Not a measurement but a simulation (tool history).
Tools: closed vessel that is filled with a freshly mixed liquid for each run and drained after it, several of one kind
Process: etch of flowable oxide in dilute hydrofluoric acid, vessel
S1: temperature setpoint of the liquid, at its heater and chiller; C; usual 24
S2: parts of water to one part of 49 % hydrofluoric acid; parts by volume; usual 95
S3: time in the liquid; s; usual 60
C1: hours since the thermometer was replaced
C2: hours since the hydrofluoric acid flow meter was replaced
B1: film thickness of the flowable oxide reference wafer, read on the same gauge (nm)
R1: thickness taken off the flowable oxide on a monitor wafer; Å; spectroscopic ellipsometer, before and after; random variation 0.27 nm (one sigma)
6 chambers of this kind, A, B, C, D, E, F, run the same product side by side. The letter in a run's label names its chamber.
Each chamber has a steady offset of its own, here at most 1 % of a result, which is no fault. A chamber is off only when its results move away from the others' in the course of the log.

run	hour	S1	S2	S3	C1	C2	B1	R1
1F	6.4	24	95	60	538.8	277.0	130.02	280.87
# hour 11.1: chamber B: thermometer replaced
2E	11.8	24	95	60	1204.7	500.3	130.00	275.56
3D	15.8	24	95	60	2016.6	2122.8	130.00	279.32
4B	23.5	24	95	60	12.5	74.1	130.00	277.26
5C	32.1	24	95	60	707.0	234.4	130.00	275.42
6A	36.6	24	95	60	395.4	870.0	129.99	276.47
7D	42.2	24	95	60	2043.0	2149.2	130.01	274.94
8C	48.2	24	95	60	723.1	250.5	130.02	276.03
9E	54.2	24	95	60	1247.1	542.7	129.99	278.44
10B	62.8	24	95	60	51.8	113.4	130.00	280.47
11F	69.7	24	95	60	602.1	340.3	130.01	277.13
12A	76.8	24	95	60	435.6	910.2	130.00	273.48
13F	83.4	24	95	60	615.8	354.0	129.99	277.55
14A	88.2	24	95	60	447.0	921.6	130.03	278.53
15B	96.5	24	95	60	85.5	147.1	130.03	278.26
16E	101.3	24	95	60	1294.2	589.8	130.00	275.59
17C	107.8	24	95	60	782.7	310.1	129.99	289.06
18D	113.4	24	95	60	2114.2	2220.4	130.00	280.91
19F	117.7	24	95	60	650.1	388.3	130.03	277.47
20B	122.2	24	95	60	111.2	172.8	130.00	279.60
21E	128.3	24	95	60	1321.2	616.8	130.01	277.00
22C	133.6	24	95	60	808.5	335.9	130.00	292.49
23D	138.6	24	95	60	2139.4	2245.6	129.99	281.10
24A	143.2	24	95	60	502.0	976.6	130.00	274.30
25F	152.2	24	95	60	684.6	422.8	129.99	277.28
# hour 160.2: chamber C: thermometer replaced
26D	160.2	24	95	60	2161.0	2267.2	129.96	280.74
27B	167.1	24	95	60	156.1	217.7	130.01	271.38
# hour 170.0: chamber E: hydrofluoric acid flow meter replaced
28E	172.1	24	95	60	1365.0	2.1	129.99	275.76
29A	178.8	24	95	60	537.6	1012.2	130.00	274.22
30C	187.9	24	95	60	27.8	390.2	130.01	297.77
31B	194.5	24	95	60	183.5	245.1	130.00	277.87
# hour 201.8: chamber F: hydrofluoric acid flow meter replaced
32D	203.7	24	95	60	2204.5	2310.7	130.00	282.30
33C	208.8	24	95	60	48.7	411.1	130.00	301.92
34E	216.9	24	110	75	1409.8	46.9	130.00	299.71
35A	225.5	24	110	75	584.3	1058.9	129.98	292.16
36F	234.5	24	110	75	766.9	32.8	129.99	294.50

All 6 chambers run these settings next. Forecast each chamber's results:
37A	241.2	24	95	60				?
37B	241.2	24	95	60				?
37C	241.2	24	95	60				?
37D	241.2	24	95	60				?
37E	241.2	24	95	60				?
37F	241.2	24	95	60				?

run	R1
37A	281.35
37B	279.03
37C	311.52
37D	278.42
37E	281.32
37F	278.52
